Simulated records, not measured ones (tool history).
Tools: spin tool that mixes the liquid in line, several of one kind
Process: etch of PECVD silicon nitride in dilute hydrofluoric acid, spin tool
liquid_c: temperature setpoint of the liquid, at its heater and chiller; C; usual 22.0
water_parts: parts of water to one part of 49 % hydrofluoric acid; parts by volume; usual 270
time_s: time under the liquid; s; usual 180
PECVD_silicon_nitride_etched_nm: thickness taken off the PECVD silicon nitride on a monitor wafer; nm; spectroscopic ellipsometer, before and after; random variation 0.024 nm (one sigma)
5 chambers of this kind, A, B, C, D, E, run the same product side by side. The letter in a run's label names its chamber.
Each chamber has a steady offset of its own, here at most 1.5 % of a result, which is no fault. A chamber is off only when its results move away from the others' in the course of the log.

run	hour	liquid_c	water_parts	time_s	read-back film thickness of the PECVD silicon nitride reference wafer, read on the same gauge (nm)	PECVD_silicon_nitride_etched_nm
1E	5.2	22.0	270	180	129.99	1.01040
2D	9.3	22.0	270	180	129.99	0.99377
3A	16.3	22.0	270	180	130.00	1.02130
4B	20.5	22.0	270	180	130.00	1.02230
5C	25.9	22.0	270	180	129.99	1.03850
6B	33.1	22.0	270	180	129.99	1.06660
7A	36.8	22.0	270	180	130.00	0.99834
8C	41.0	22.0	270	180	129.99	0.98598
9D	45.1	22.0	270	180	130.00	1.01180
# hour 48.4: chamber A: hydrofluoric acid flow meter replaced
10E	49.8	22.0	270	180	129.99	1.03750
11A	54.8	22.0	270	180	130.01	1.00930
12C	60.1	22.0	270	180	130.01	1.01560
13B	65.9	22.0	270	245	130.00	1.39220
14D	71.0	22.0	270	245	130.03	1.39690
15E	74.8	22.0	270	245	129.98	1.46820
16E	78.5	22.0	270	245	130.01	1.47560
17A	82.6	22.0	270	245	130.02	1.40710
18B	86.6	22.0	270	180	129.99	1.02100
19C	90.8	22.0	270	180	129.99	1.04150
20D	98.6	22.0	270	180	130.01	1.01680
21E	104.7	22.0	270	180	129.98	1.03090
22A	111.1	25.5	270	95	130.00	0.70365
23D	114.8	25.5	270	95	129.99	0.66451
24B	123.0	25.5	270	95	130.01	0.67476
25C	128.0	25.5	270	95	130.01	0.66858
26D	134.3	25.5	270	95	129.97	0.66088
27B	140.5	22.0	315	180	130.01	0.89543
28A	145.3	22.0	315	180	129.99	0.94998
29E	153.0	22.0	315	180	130.00	0.89389
30C	161.2	22.0	315	180	129.98	0.88151
# hour 163.2: chamber E: hydrofluoric acid flow meter replaced
31D	166.6	22.0	315	180	130.01	0.86820
32C	172.5	22.0	270	180	129.98	1.03470
33B	180.7	22.0	270	180	130.03	1.04290
34A	184.9	22.0	270	180	130.01	1.13480
35E	192.8	23.5	270	130	130.00	0.81355
36C	197.4	23.5	270	130	130.00	0.83129
37A	203.1	23.5	270	130	130.00	0.89735
38B	211.0	23.5	270	130	129.99	0.81582
39E	215.9	23.5	270	130	130.03	0.82136
40D	222.6	22.0	270	180	129.98	1.06010
# hour 222.9: chamber D: thermometer replaced
41C	229.9	22.0	270	180	130.01	1.02190
42D	237.9	22.0	270	275	130.00	1.54460
43E	241.7	22.0	270	275	130.00	1.65000
44B	249.5	22.0	270	275	130.00	1.54850

All 5 chambers run these settings next. Forecast each chamber's results:
45A	255.4	22.0	270	180		?
45B	255.4	22.0	270	180		?
45C	255.4	22.0	270	180		?
45D	255.4	22.0	270	180		?
45E	255.4	22.0	270	180		?

run	PECVD_silicon_nitride_etched_nm
45A	1.16480
45B	1.04960
45C	1.03430
45D	1.03810
45E	1.04070
